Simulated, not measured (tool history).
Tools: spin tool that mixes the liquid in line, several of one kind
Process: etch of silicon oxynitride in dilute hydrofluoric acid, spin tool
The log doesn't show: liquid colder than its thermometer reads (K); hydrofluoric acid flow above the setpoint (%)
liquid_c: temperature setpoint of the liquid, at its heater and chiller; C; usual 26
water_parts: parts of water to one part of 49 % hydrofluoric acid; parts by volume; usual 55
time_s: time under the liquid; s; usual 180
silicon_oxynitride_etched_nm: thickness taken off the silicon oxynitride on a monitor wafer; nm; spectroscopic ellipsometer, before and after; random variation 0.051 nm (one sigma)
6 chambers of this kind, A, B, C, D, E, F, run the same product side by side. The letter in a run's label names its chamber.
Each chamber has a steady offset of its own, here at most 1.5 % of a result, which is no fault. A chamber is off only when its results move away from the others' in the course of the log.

run,hour,liquid_c,water_parts,time_s,hours since the thermometer was replaced,hours since the hydrofluoric acid flow meter was replaced,"read-back film thickness of the silicon oxynitride reference wafer, read on the same gauge (nm)",silicon_oxynitride_etched_nm
1B,4.9,26,55,180,608.5,1379.9,59.995,8.8784
2F,8.5,26,55,180,1602.4,671.2,59.991,8.9485
3C,13.9,26,55,180,1954.8,353.6,59.984,8.8361
4A,18.5,26,55,180,813.4,210.6,60.004,8.7707
5E,24.8,26,55,180,539.4,1093.4,60,8.8172
6D,29.9,26,55,180,2951.5,119.6,59.989,8.8091
7F,36.6,26,55,180,1630.5,699.3,59.996,8.9265
8B,41.9,26,55,180,645.5,1416.9,59.99,8.9348
9C,48,26,55,180,1988.9,387.7,60.005,8.8916
10D,51.8,26,55,180,2973.4,141.5,60.002,8.6857
# hour 58.4: chamber D: thermometer replaced
11E,58.9,26,55,180,573.5,1127.5,59.992,8.9444
12A,64.1,26,55,180,859,256.2,59.991,8.9025
13D,70.1,26,55,180,11.7,159.8,60.009,8.7211
14A,77.6,26,55,90,872.5,269.7,59.999,4.4339
15F,81.5,26,55,90,1675.4,744.2,59.992,4.4233
16E,87.3,26,55,90,601.9,1155.9,60.006,4.4242
17B,92.7,26,55,90,696.3,1467.7,59.99,4.4811
18C,99,26,55,90,2039.9,438.7,60.017,4.3999
19C,103.1,26,55,90,2044,442.8,60.01,4.4273
20E,109,26,55,180,623.6,1177.6,60.002,8.8475
21F,113.8,26,55,180,1707.7,776.5,59.996,8.8869
22B,119.2,26,55,180,722.8,1494.2,60.012,9.1041
23D,124.1,26,55,180,65.7,213.8,59.99,8.8124
24A,129.3,26,55,180,924.2,321.4,60.001,8.7973
25D,134.7,26,30,90,76.3,224.4,59.981,8.2306
26E,142,26,30,90,656.6,1210.6,60.007,8.2403
27B,147.7,26,30,90,751.3,1522.7,60.005,8.5826
28F,153.8,26,30,90,1747.7,816.5,59.989,8.2761
29A,157.7,26,30,90,952.6,349.8,60.002,8.2612
30C,164.3,26,30,90,2105.2,504,59.996,8.1519
31D,168.1,29,30,180,109.7,257.8,59.996,19.098
32E,173.8,29,30,180,688.4,1242.4,60.002,19.011
33B,179.8,29,30,180,783.4,1554.8,60.018,20.315
34A,185.7,29,30,180,980.6,377.8,60.012,19.093
35F,189.6,29,30,180,1783.5,852.3,60.012,19.169
36C,193.2,29,30,180,2134.1,532.9,59.989,19.226
37C,197.6,26,55,180,2138.5,537.3,59.995,8.7954
38A,202.8,26,55,180,997.7,394.9,59.995,8.9065

What goes on in this fleet: one chamber off, a drifting gauge, or nothing beyond the chambers' own small offsets? Name the chamber and the cause, if any.

Chamber B drifts away from the others.
Cause: hydrofluoric acid flow above the setpoint (%) = 5.65.
The log may not tell that from: liquid hotter than its thermometer reads (K).

Here are 4 candidates for chamber B's next run, each the usual settings with a change, their results left as question marks. Which one brings its results back in line with what the others give on the usual settings?
In line means no further than this from the other chambers' mean on the usual settings: silicon_oxynitride_etched_nm 0.18 nm
39B-1,208.2,26,55,190,,,,?
39B-2,208.2,26,55,200,,,,?
39B-3,208.2,26,55,170,,,,?
39B-4,208.2,24,55,180,,,,?

The other chambers' mean on the usual settings: silicon_oxynitride_etched_nm 8.8291 nm
run,silicon_oxynitride_etched_nm
39B-1,9.9389
39B-2,10.462
39B-3,8.8927
39B-4,8.5354
39B-3 brings the chamber back in line.
